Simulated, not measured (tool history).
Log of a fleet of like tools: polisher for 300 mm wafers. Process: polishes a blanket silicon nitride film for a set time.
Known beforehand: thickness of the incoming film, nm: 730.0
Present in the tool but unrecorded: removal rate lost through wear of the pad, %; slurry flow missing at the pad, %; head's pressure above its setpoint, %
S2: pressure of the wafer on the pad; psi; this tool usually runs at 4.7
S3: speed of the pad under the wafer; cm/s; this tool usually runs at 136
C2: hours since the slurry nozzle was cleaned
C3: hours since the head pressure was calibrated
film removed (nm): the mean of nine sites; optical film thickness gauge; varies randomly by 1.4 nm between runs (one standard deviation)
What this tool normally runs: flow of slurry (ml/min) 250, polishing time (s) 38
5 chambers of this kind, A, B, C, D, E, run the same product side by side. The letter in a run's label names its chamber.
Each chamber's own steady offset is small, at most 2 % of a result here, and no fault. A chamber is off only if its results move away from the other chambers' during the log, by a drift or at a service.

-- hour=7.2 chamber B: worn pad replaced by a new one
run 1C hour=7.2 | flow_of_slurry_(ml/min)=250 S2=4.7 S3=136 polishing_time_(s)=38 | wafers_polished_on_this_pad=304 C2=339.2 C3=300.8 | film_removed_(nm)=103.670
run 2D hour=15.1 | flow_of_slurry_(ml/min)=250 S2=4.7 S3=136 polishing_time_(s)=38 | wafers_polished_on_this_pad=374 C2=173.5 C3=939.0 | film_removed_(nm)=101.440
-- hour=19.5 chamber E: worn pad replaced by a new one
-- hour=24.0 chamber C: slurry nozzle cleaned
run 3B hour=24.7 | flow_of_slurry_(ml/min)=250 S2=4.7 S3=136 polishing_time_(s)=38 | wafers_polished_on_this_pad=137 C2=348.9 C3=306.0 | film_removed_(nm)=103.430
-- hour=36.2 chamber D: worn pad replaced by a new one
run 4E hour=37.0 | flow_of_slurry_(ml/min)=250 S2=4.7 S3=136 polishing_time_(s)=38 | wafers_polished_on_this_pad=137 C2=250.9 C3=134.9 | film_removed_(nm)=103.570
run 5A hour=48.7 | flow_of_slurry_(ml/min)=250 S2=4.7 S3=136 polishing_time_(s)=38 | wafers_polished_on_this_pad=736 C2=310.7 C3=444.7 | film_removed_(nm)=103.110
-- hour=49.9 chamber C: worn pad replaced by a new one
run 6E hour=60.0 | flow_of_slurry_(ml/min)=250 S2=4.7 S3=136 polishing_time_(s)=38 | wafers_polished_on_this_pad=318 C2=273.9 C3=157.9 | film_removed_(nm)=102.830
run 7A hour=74.8 | flow_of_slurry_(ml/min)=250 S2=4.7 S3=136 polishing_time_(s)=38 | wafers_polished_on_this_pad=941 C2=336.8 C3=470.8 | film_removed_(nm)=102.460
-- hour=82.2 chamber C: head pressure recalibrated
run 8B hour=86.2 | flow_of_slurry_(ml/min)=250 S2=4.7 S3=136 polishing_time_(s)=38 | wafers_polished_on_this_pad=619 C2=410.4 C3=367.5 | film_removed_(nm)=106.620
-- hour=86.6 chamber E: worn pad replaced by a new one
run 9C hour=101.4 | flow_of_slurry_(ml/min)=250 S2=4.7 S3=136 polishing_time_(s)=38 | wafers_polished_on_this_pad=404 C2=77.4 C3=19.2 | film_removed_(nm)=104.430
-- hour=103.4 chamber D: worn pad replaced by a new one
run 10D hour=110.3 | flow_of_slurry_(ml/min)=250 S2=4.7 S3=136 polishing_time_(s)=38 | wafers_polished_on_this_pad=54 C2=268.7 C3=1034.2 | film_removed_(nm)=102.120
-- hour=123.9 chamber A: worn pad replaced by a new one
run 11E hour=124.4 | flow_of_slurry_(ml/min)=250 S2=4.7 S3=136 polishing_time_(s)=38 | wafers_polished_on_this_pad=297 C2=338.3 C3=222.3 | film_removed_(nm)=105.750
run 12C hour=133.2 | flow_of_slurry_(ml/min)=250 S2=4.7 S3=136 polishing_time_(s)=38 | wafers_polished_on_this_pad=653 C2=109.2 C3=51.0 | film_removed_(nm)=100.850
-- hour=135.9 chamber C: worn pad replaced by a new one
-- hour=136.7 chamber B: slurry nozzle cleaned
run 13A hour=142.2 | flow_of_slurry_(ml/min)=250 S2=4.7 S3=136 polishing_time_(s)=38 | wafers_polished_on_this_pad=143 C2=404.2 C3=538.2 | film_removed_(nm)=105.040
run 14B hour=151.0 | flow_of_slurry_(ml/min)=250 S2=4.7 S3=168 polishing_time_(s)=26 | wafers_polished_on_this_pad=1127 C2=14.4 C3=432.3 | film_removed_(nm)=86.073
-- hour=154.8 chamber E: worn pad replaced by a new one
run 15D hour=159.5 | flow_of_slurry_(ml/min)=250 S2=4.7 S3=168 polishing_time_(s)=26 | wafers_polished_on_this_pad=440 C2=317.9 C3=1083.4 | film_removed_(nm)=83.638
run 16D hour=167.1 | flow_of_slurry_(ml/min)=250 S2=4.7 S3=168 polishing_time_(s)=26 | wafers_polished_on_this_pad=499 C2=325.5 C3=1091.0 | film_removed_(nm)=81.496
-- hour=168.1 chamber B: worn pad replaced by a new one
run 17B hour=177.9 | flow_of_slurry_(ml/min)=250 S2=4.7 S3=168 polishing_time_(s)=26 | wafers_polished_on_this_pad=77 C2=41.3 C3=459.2 | film_removed_(nm)=84.895
-- hour=180.7 chamber D: worn pad replaced by a new one
run 18A hour=188.8 | flow_of_slurry_(ml/min)=250 S2=4.7 S3=168 polishing_time_(s)=26 | wafers_polished_on_this_pad=509 C2=450.8 C3=584.8 | film_removed_(nm)=83.137
-- hour=201.1 chamber C: worn pad replaced by a new one
run 19E hour=203.8 | flow_of_slurry_(ml/min)=250 S2=4.7 S3=136 polishing_time_(s)=38 | wafers_polished_on_this_pad=384 C2=417.7 C3=301.7 | film_removed_(nm)=103.900
run 20C hour=211.8 | flow_of_slurry_(ml/min)=250 S2=4.7 S3=136 polishing_time_(s)=38 | wafers_polished_on_this_pad=84 C2=187.8 C3=129.6 | film_removed_(nm)=103.110
run 21D hour=221.6 | flow_of_slurry_(ml/min)=250 S2=4.7 S3=136 polishing_time_(s)=38 | wafers_polished_on_this_pad=320 C2=380.0 C3=1145.5 | film_removed_(nm)=104.520
-- hour=227.9 chamber D: head pressure recalibrated
-- hour=228.0 chamber A: slurry nozzle cleaned
run 22C hour=235.6 | flow_of_slurry_(ml/min)=250 S2=4.7 S3=136 polishing_time_(s)=38 | wafers_polished_on_this_pad=270 C2=211.6 C3=153.4 | film_removed_(nm)=103.590
-- hour=237.6 chamber E: worn pad replaced by a new one
-- hour=240.7 chamber E: head pressure recalibrated
run 23B hour=251.4 | flow_of_slurry_(ml/min)=250 S2=4.7 S3=136 polishing_time_(s)=38 | wafers_polished_on_this_pad=653 C2=114.8 C3=532.7 | film_removed_(nm)=103.360
-- hour=253.6 chamber D: worn pad replaced by a new one
run 24A hour=260.0 | flow_of_slurry_(ml/min)=250 S2=4.7 S3=136 polishing_time_(s)=38 | wafers_polished_on_this_pad=1067 C2=32.0 C3=656.0 | film_removed_(nm)=102.730
-- hour=271.1 chamber C: worn pad replaced by a new one
run 25E hour=275.3 | flow_of_slurry_(ml/min)=250 S2=4.7 S3=136 polishing_time_(s)=38 | wafers_polished_on_this_pad=295 C2=489.2 C3=34.6 | film_removed_(nm)=102.440
run 26C hour=287.5 | flow_of_slurry_(ml/min)=165 S2=3.2 S3=136 polishing_time_(s)=38 | wafers_polished_on_this_pad=129 C2=263.5 C3=205.3 | film_removed_(nm)=66.509
run 27A hour=296.0 | flow_of_slurry_(ml/min)=165 S2=3.2 S3=136 polishing_time_(s)=38 | wafers_polished_on_this_pad=1349 C2=68.0 C3=692.0 | film_removed_(nm)=66.540
-- hour=307.8 chamber A: worn pad replaced by a new one
run 28E hour=307.8 | flow_of_slurry_(ml/min)=165 S2=3.2 S3=136 polishing_time_(s)=38 | wafers_polished_on_this_pad=550 C2=521.7 C3=67.1 | film_removed_(nm)=65.001
run 29B hour=316.6 | flow_of_slurry_(ml/min)=165 S2=3.2 S3=136 polishing_time_(s)=38 | wafers_polished_on_this_pad=1164 C2=180.0 C3=597.9 | film_removed_(nm)=66.588
-- hour=319.5 chamber E: worn pad replaced by a new one
run 30D hour=327.4 | flow_of_slurry_(ml/min)=165 S2=3.2 S3=136 polishing_time_(s)=38 | wafers_polished_on_this_pad=578 C2=485.8 C3=99.5 | film_removed_(nm)=73.291
-- hour=330.8 chamber B: head pressure recalibrated
-- hour=335.0 chamber D: worn pad replaced by a new one
run 31E hour=339.7 | flow_of_slurry_(ml/min)=250 S2=4.7 S3=136 polishing_time_(s)=38 | wafers_polished_on_this_pad=159 C2=553.6 C3=99.0 | film_removed_(nm)=101.440
-- hour=340.1 chamber C: worn pad replaced by a new one
-- hour=340.8 chamber B: worn pad replaced by a new one
run 32C hour=347.1 | flow_of_slurry_(ml/min)=250 S2=4.7 S3=136 polishing_time_(s)=38 | wafers_polished_on_this_pad=55 C2=323.1 C3=264.9 | film_removed_(nm)=105.380
run 33A hour=358.3 | flow_of_slurry_(ml/min)=250 S2=4.7 S3=136 polishing_time_(s)=38 | wafers_polished_on_this_pad=396 C2=130.3 C3=754.3 | film_removed_(nm)=102.900
run 34B hour=367.6 | flow_of_slurry_(ml/min)=250 S2=4.7 S3=136 polishing_time_(s)=38 | wafers_polished_on_this_pad=210 C2=231.0 C3=36.9 | film_removed_(nm)=105.530
run 35D hour=383.3 | flow_of_slurry_(ml/min)=250 S2=4.7 S3=136 polishing_time_(s)=38 | wafers_polished_on_this_pad=379 C2=541.7 C3=155.4 | film_removed_(nm)=113.480

One chamber off, gauge drift, or nothing amiss beyond the chambers' own small offsets? If it is a chamber, which one, and what is the likeliest cause?

The work done on chamber D during a service left it standing apart from the others.
Most likely cause: head's pressure above its setpoint, % = 11.9.

Below are 4 candidate recipes for chamber D's next run, each the usual settings with a change, their results shown as question marks. Which of them brings D's results back in line with what the other chambers give on the usual settings?
To be in line, a result may differ from the other chambers' mean on the usual settings by at most: film removed (nm) 4.900
run 36D-1 hour=395.1 | flow_of_slurry_(ml/min)=245 S2=4.7 S3=136 polishing_time_(s)=32 | film_removed_(nm)=?
run 36D-2 hour=395.1 | flow_of_slurry_(ml/min)=250 S2=5.0 S3=144 polishing_time_(s)=41 | film_removed_(nm)=?
run 36D-3 hour=395.1 | flow_of_slurry_(ml/min)=250 S2=4.5 S3=136 polishing_time_(s)=36 | film_removed_(nm)=?
run 36D-4 hour=395.1 | flow_of_slurry_(ml/min)=250 S2=5.0 S3=142 polishing_time_(s)=38 | film_removed_(nm)=?

The other chambers' mean on the usual settings: film removed (nm) 103.520
run=36D-1 film_removed_(nm)=95.031
run=36D-2 film_removed_(nm)=135.870
run=36D-3 film_removed_(nm)=102.560
run=36D-4 film_removed_(nm)=124.550
It is 36D-3 that realigns the chamber with its peers.
